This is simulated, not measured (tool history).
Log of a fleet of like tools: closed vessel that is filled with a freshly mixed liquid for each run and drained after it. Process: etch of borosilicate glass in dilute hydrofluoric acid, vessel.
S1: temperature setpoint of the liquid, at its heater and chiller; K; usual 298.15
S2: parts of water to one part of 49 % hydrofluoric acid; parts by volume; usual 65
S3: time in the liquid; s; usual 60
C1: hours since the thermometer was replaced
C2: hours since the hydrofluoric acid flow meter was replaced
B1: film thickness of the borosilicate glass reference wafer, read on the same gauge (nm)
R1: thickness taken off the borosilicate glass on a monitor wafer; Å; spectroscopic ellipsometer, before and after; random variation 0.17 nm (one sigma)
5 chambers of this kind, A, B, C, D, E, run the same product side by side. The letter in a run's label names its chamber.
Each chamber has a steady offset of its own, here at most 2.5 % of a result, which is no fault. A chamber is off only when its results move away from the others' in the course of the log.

run	hour	S1	S2	S3	C1	C2	B1	R1
1D	7.1	298.15	65	60	129.5	249.1	70.029	409.5
2A	14.6	298.15	65	60	1055.5	732	69.998	399.6
# hour 24.2: chamber C: thermometer replaced
3C	28.9	298.15	65	60	4.8	1334	70.019	410.64
4B	44.3	298.15	65	60	1444.5	1249.5	69.991	414.21
# hour 57: chamber A: hydrofluoric acid flow meter replaced
5E	58.8	298.15	65	60	2026.3	1780.5	69.996	408.34
6C	68.1	298.15	65	60	44	1373.2	70.006	410.71
7A	82.2	298.15	65	60	1123.1	25.2	70.003	400.73
8E	95.2	298.15	65	60	2062.7	1816.9	69.98	408.26
9D	109.6	298.15	65	60	232	351.6	70.008	412.48
# hour 110.6: chamber C: hydrofluoric acid flow meter replaced
10B	118.6	298.15	65	60	1518.8	1323.8	69.999	411.16
11E	128.8	298.15	65	60	2096.3	1850.5	70.017	412.34
12C	137	298.15	65	60	112.9	26.5	70.01	409.5
13B	148.3	298.15	65	60	1548.5	1353.5	69.991	417.06
14D	159.6	298.15	65	60	282	401.6	69.99	415.9
15A	166.5	298.15	65	60	1207.4	109.5	69.999	399.51
16A	174.5	298.15	65	60	1215.4	117.5	70.004	399.71
17E	181.7	298.15	65	60	2149.2	1903.4	69.987	408.5
18B	190.7	298.15	65	60	1590.9	1395.9	70.007	413.95
19C	201.2	298.15	65	60	177.1	90.7	69.989	406.02
20D	216.2	298.15	65	60	338.6	458.2	70.004	422.12
# hour 222: chamber E: hydrofluoric acid flow meter replaced
21A	224.3	298.15	65	60	1265.2	167.3	69.993	403.25
22E	234.2	298.15	65	60	2201.7	12.3	69.985	408.8
23B	246	298.15	65	60	1646.2	1451.2	69.994	415.15
24C	256	301.15	65	40	231.9	145.5	70.005	307.89
25D	263.2	301.15	65	40	385.6	505.2	69.998	320.27
26E	276.7	301.15	65	40	2244.2	54.8	69.998	307.36
27C	285	301.15	65	40	260.9	174.5	69.995	308.62
28B	294.8	301.15	65	40	1695	1500	70.006	311.06
29A	305.9	298.15	65	60	1346.8	248.9	69.985	401.59
30D	320.4	298.15	65	60	442.8	562.4	69.978	431.12

What goes on in this fleet: one chamber off, a drifting gauge, or nothing beyond the chambers' own small offsets? Name the chamber and the cause, if any.

Chamber D drifts away from the others.
Cause: liquid hotter than its thermometer reads (K) = 1.43.
The log may not tell that from: hydrofluoric acid flow above the setpoint (%).

Here are 4 candidates for chamber D's next run, each the usual settings with a change, their results left as question marks. Which one brings its results back in line with what the others give on the usual settings?
In line means no further than this from the other chambers' mean on the usual settings: R1 6 Å
31D-1	331.7	296.65	65	60				?
31D-2	331.7	299.65	65	60				?
31D-3	331.7	295.65	65	60				?
31D-4	331.7	300.65	65	60				?

The other chambers' mean on the usual settings: R1 408.34 Å
run	R1
31D-1	407.62
31D-2	460.13
31D-3	391.11
31D-4	478.9
31D-1 brings the chamber back in line.
